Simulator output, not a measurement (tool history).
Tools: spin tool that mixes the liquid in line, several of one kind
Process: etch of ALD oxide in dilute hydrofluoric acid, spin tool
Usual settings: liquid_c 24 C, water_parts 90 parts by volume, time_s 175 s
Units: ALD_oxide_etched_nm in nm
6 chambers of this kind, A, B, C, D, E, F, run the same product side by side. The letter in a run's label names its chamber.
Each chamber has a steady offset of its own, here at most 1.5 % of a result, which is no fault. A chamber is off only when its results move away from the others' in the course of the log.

run,day,liquid_c,water_parts,time_s,"read-back film thickness of the ALD oxide reference wafer, read on the same gauge (nm)",ALD_oxide_etched_nm
1F,0.3,24,90,175,89.972,20.299
2A,0.592,24,90,175,90.01,20.265
3C,0.912,24,90,175,90.005,20.219
4E,1.321,24,90,175,89.971,20.289
5D,1.629,24,90,175,89.988,20.495
6B,1.958,24,90,175,89.996,20.121
7D,2.346,24,90,175,89.998,20.55
8B,2.729,24,90,175,90.023,20.506
9F,3.292,24,90,175,90.041,20.109
10E,3.783,24,90,175,90.015,20.65
11A,4.117,24,90,175,90.004,19.963
12C,4.546,24,90,175,89.975,20.309
13F,4.879,24,90,175,90.009,20.245
14D,5.15,24,90,175,90.01,20.35
15E,5.542,24,90,175,90.003,20.488
16C,5.812,24,90,175,89.991,20.52
17A,6.075,21.5,60,175,89.997,27.952
18B,6.517,21.5,60,175,89.99,28.09
19A,6.917,21.5,60,175,90.013,28.647
20D,7.467,21.5,60,175,89.998,29.461
21C,7.796,21.5,60,175,90.044,28.602
# day 7.808: chamber A: hydrofluoric acid flow meter replaced
# day 8.075: chamber B: thermometer replaced
22F,8.1,21.5,60,175,89.999,28.642
23E,8.483,24,65,175,90.031,28.726
24B,9.012,24,65,175,89.998,28.97
25A,9.342,24,65,175,89.985,28.579
26D,9.879,24,65,175,89.98,28.949
27C,10.275,24,65,175,90.005,29.472
28B,10.788,24,65,175,89.957,28.813
29E,11.312,24,90,175,90.008,20.666
30F,11.85,24,115,130,90.001,11.416
31B,12.412,24,115,130,89.999,11.41
32F,12.971,24,115,130,90.035,11.429
33C,13.438,24,115,130,89.972,11.566
34A,13.896,24,115,130,90.022,11.505
35D,14.467,24,115,130,89.977,10.922
36E,14.767,24,90,175,89.997,20.358
37B,15.042,24,90,175,90.026,20.1
38D,15.604,24,90,175,90.025,18.958
39A,15.946,24,90,175,89.985,20.351
40C,16.421,24,75,120,89.989,17.01
41E,16.671,24,75,120,89.999,17.324
42F,17.171,24,75,120,89.98,17.5

What goes on in this fleet: one chamber off, a drifting gauge, or nothing beyond the chambers' own small offsets? Name the chamber and the cause, if any.

Chamber D drifts away from the others.
Cause: hydrofluoric acid flow below the setpoint (%) = 7.04.
The log may not tell that from: liquid colder than its thermometer reads (K).

Here are 4 candidates for chamber D's next run, each the usual settings with a change, their results left as question marks. Which one brings its results back in line with what the others give on the usual settings?
In line means no further than this from the other chambers' mean on the usual settings: ALD_oxide_etched_nm 0.58 nm
43D-1,17.588,26,90,175,,?
43D-2,17.588,22,90,175,,?
43D-3,17.588,24.5,90,175,,?
43D-4,17.588,24,90,170,,?

The other chambers' mean on the usual settings: ALD_oxide_etched_nm 20.352 nm
run,ALD_oxide_etched_nm
43D-1,20.509
43D-2,17.511
43D-3,19.343
43D-4,18.422
43D-1 brings the chamber back in line.
